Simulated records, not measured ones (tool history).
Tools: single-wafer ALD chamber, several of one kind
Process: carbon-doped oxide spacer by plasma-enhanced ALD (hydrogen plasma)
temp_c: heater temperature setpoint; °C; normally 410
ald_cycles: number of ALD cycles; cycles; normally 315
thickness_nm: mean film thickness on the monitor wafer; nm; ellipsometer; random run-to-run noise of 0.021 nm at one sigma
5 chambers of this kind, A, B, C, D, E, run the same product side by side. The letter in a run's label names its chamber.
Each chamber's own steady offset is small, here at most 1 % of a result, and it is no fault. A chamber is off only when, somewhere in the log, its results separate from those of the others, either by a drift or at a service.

run	hour	temp_c	ald_cycles	hours since the last thermocouple change	read-back reference wafer on the same gauge, thickness_nm	thickness_nm
1D	11.7	410	315	420.1	15.205	15.177
2B	22.6	410	315	775.1	15.209	15.231
3A	36.9	410	315	508.8	15.205	15.339
4C	43.7	410	315	1236.2	15.206	15.355
5E	50.6	410	315	1052.6	15.208	15.344
6E	62.9	410	315	1064.9	15.209	15.326
7B	69.7	423	351	822.2	15.214	16.317
8A	82.9	423	351	554.8	15.215	16.414
9D	93.7	423	351	502.1	15.221	16.188
10C	102.0	423	351	1294.5	15.221	16.407
11A	113.8	423	351	585.7	15.225	16.418
12C	125.1	410	315	1317.6	15.220	15.393
13D	135.1	410	315	543.5	15.220	15.161
14B	143.5	410	315	896.0	15.232	15.275
15E	156.3	410	315	1158.3	15.232	15.363
16E	167.2	410	315	1169.2	15.237	15.339
17D	175.3	410	315	583.7	15.234	15.172
18C	189.0	410	315	1381.5	15.233	15.421
19B	200.5	410	315	953.0	15.239	15.260
20A	213.9	410	267	685.8	15.244	13.061
21B	222.6	410	267	975.1	15.239	12.914
22E	229.5	410	267	1231.5	15.245	13.015
23A	242.2	410	267	714.1	15.247	13.038
24C	256.5	410	267	1449.0	15.250	13.085
25D	269.0	410	315	677.4	15.254	15.192
26A	278.8	424	375	750.7	15.258	17.526
27D	286.1	424	375	694.5	15.254	17.294
28E	296.1	424	375	1298.1	15.258	17.492
29C	304.0	424	375	1496.5	15.256	17.533
30B	315.8	424	375	1068.3	15.262	17.462
31C	328.0	410	315	1520.5	15.263	15.413
32B	342.6	410	315	1095.1	15.264	15.311
33A	351.5	410	315	823.4	15.264	15.453
34E	364.9	410	315	1366.9	15.271	15.380
35D	373.3	406	315	781.7	15.275	15.383
36C	381.0	406	315	1573.5	15.268	15.614
37A	392.7	406	315	864.6	15.272	15.633
38D	404.7	406	315	813.1	15.280	15.410
39B	415.6	406	315	1168.1	15.286	15.541
40E	428.8	410	315	1430.8	15.284	15.406

Has any chamber moved away from the others, gradually or after a service, or does the common gauge drift, or do the chambers differ only by their own small steady offsets? State the chamber and the most likely cause if one applies.

It is the gauge, not a chamber: its drift shows up in every chamber's results at once, and no chamber is off.
Cause: gauge reads high (%) = 0.555.
